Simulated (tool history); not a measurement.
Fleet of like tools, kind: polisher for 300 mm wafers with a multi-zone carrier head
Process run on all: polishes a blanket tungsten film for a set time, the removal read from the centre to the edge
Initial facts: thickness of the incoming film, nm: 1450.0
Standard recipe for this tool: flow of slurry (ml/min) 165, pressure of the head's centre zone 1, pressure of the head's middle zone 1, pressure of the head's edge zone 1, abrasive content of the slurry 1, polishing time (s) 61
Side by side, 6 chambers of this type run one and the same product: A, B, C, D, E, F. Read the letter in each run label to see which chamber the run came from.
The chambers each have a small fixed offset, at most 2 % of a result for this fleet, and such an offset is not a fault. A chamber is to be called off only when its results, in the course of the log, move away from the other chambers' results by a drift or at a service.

run	hour	flow of slurry (ml/min)	pressure of the head's centre zone	pressure of the head's middle zone	pressure of the head's edge zone	abrasive content of the slurry	polishing time (s)	film removed at the wafer's centre (nm)	film removed at mid-radius (nm)	film removed at the wafer's edge (nm)
# hour 6.4: chamber F: worn pad replaced by a new one
1F	6.9	165	1	1	1	1	61	475.86	475.43	471.97
# hour 12.3: chamber B: worn pad replaced by a new one
# hour 13.6: chamber A: edge zone pressure recalibrated
2D	16.4	165	1	1	1	1	61	473.71	487.44	471.64
3A	25.5	165	1	1	1	1	61	470.59	472.82	468.31
4B	33	165	1	1	1	1	61	478.35	471.48	470.62
5E	38.5	165	1	1	1	1	61	472.84	484.24	485.12
# hour 41.5: chamber E: worn pad replaced by a new one
# hour 42.6: chamber C: worn pad replaced by a new one
6C	44.3	165	1	1	1	1	61	471.17	471.14	473.83
# hour 44.9: chamber E: edge zone pressure recalibrated
7A	55.5	165	1	1	1	1	61	474.07	476.24	476.13
# hour 60.2: chamber A: worn pad replaced by a new one
8C	66.8	165	1	1	1	1	61	476.87	471.94	469.82
# hour 68.6: chamber F: worn pad replaced by a new one
# hour 69: chamber D: worn pad replaced by a new one
9D	74.8	165	1	0.89	1	1	61	473.15	431.98	480.22
10F	81.5	165	1	0.89	1	1	61	480.59	430.56	481.28
11E	91.1	165	1	0.89	1	1	61	475.09	425.43	479.23
# hour 93.3: chamber D: slurry nozzle cleaned
12B	101.2	165	1	0.89	1	1	61	478.17	420.04	475.38
# hour 108.6: chamber B: worn pad replaced by a new one
13D	111.8	165	1	0.89	1	1	61	473.14	435.2	472.19
# hour 112.3: chamber C: worn pad replaced by a new one
14C	122.6	165	1	0.89	1	1	61	466.33	424.42	462.69
# hour 128.3: chamber F: worn pad replaced by a new one
15F	130.9	165	1	1	1	1	61	478.2	479.4	482.64
16E	142.1	165	1	1	1	1	61	476.29	473.65	474.08
17A	148.8	165	1	1	1	1	61	474.19	481.51	480.05
# hour 154.4: chamber D: worn pad replaced by a new one
# hour 157: chamber E: worn pad replaced by a new one
18B	158.6	165	1	1	1	1	61	483.15	470.16	464.34
19A	164.5	165	0.95	1	1	1	61	447.85	478.54	477.66
20C	173	165	0.95	1	1	1	61	442.71	469.1	469.52
# hour 178.9: chamber A: worn pad replaced by a new one
21B	184.5	165	0.95	1	1	1	61	456.7	466.91	476.53
# hour 184.6: chamber B: worn pad replaced by a new one
# hour 186.7: chamber C: worn pad replaced by a new one
22D	195.3	165	0.95	1	1	1	61	447.95	482.25	467.81
# hour 196.1: chamber A: slurry nozzle cleaned
# hour 198.2: chamber C: slurry nozzle cleaned
23E	202.3	165	0.95	1	1	1	61	453.93	472.34	479.34
# hour 204.2: chamber F: worn pad replaced by a new one
# hour 208.7: chamber B: centre zone pressure recalibrated
24F	209.1	165	0.95	1	1	1	61	448.94	472.81	484.21
25F	217.7	165	1	1	1.07	1	61	479.33	481.28	498.63
# hour 223.1: chamber D: worn pad replaced by a new one
26A	224	165	1	1	1.07	1	61	471.99	467.72	490.81
27C	232.5	165	1	1	1.07	1	61	476.6	472.41	482.37
28E	240.8	165	1	1	1.07	1	61	482.76	486.38	483.71
29B	247.9	165	1	1	1.07	1	61	479.07	473.41	490.57
# hour 253.5: chamber E: slurry nozzle cleaned
30D	258.7	165	1	1	1.07	1	61	474.37	482.92	496.17
# hour 265.9: chamber E: worn pad replaced by a new one
# hour 266.8: chamber C: worn pad replaced by a new one
31D	267.7	165	1	1	1	1	61	473.33	485.85	471.4
# hour 272.2: chamber F: worn pad replaced by a new one
32F	276.3	165	1	1	1	1	61	475.42	468.19	482.17
# hour 278.2: chamber B: worn pad replaced by a new one
33E	281.8	165	1	1	1	1	61	478.68	472.87	486.06
# hour 284.4: chamber A: worn pad replaced by a new one
34A	287	165	1	1	1	1	61	475.09	480.08	460.17
35B	292.6	165	1	1	1	1	61	476.03	472.95	466.49
# hour 295.1: chamber D: worn pad replaced by a new one
36C	300.4	165	1	1	1	1	61	472.23	469.02	472.06
# hour 307.6: chamber F: slurry nozzle cleaned
# hour 309: chamber F: centre zone pressure recalibrated
37A	309.9	165	1	1	1	1	61	467.36	477.63	469.54
38B	321.3	105	1.07	1	1	1	61	463.58	430.75	443.9
39F	330.5	105	1.07	1	1	1	61	459.93	431.08	440.57
40C	342.2	105	1.07	1	1	1	61	456.3	422.51	444.8
41D	347.7	105	1.07	1	1	1	61	453.7	439.21	441.55

Is one chamber off against the others, does the gauge drift, or is nothing wrong? If a chamber is off, say which, and what the likeliest cause is.

Beyond each chamber's small constant offset nothing stands out, and the gauge stays steady.

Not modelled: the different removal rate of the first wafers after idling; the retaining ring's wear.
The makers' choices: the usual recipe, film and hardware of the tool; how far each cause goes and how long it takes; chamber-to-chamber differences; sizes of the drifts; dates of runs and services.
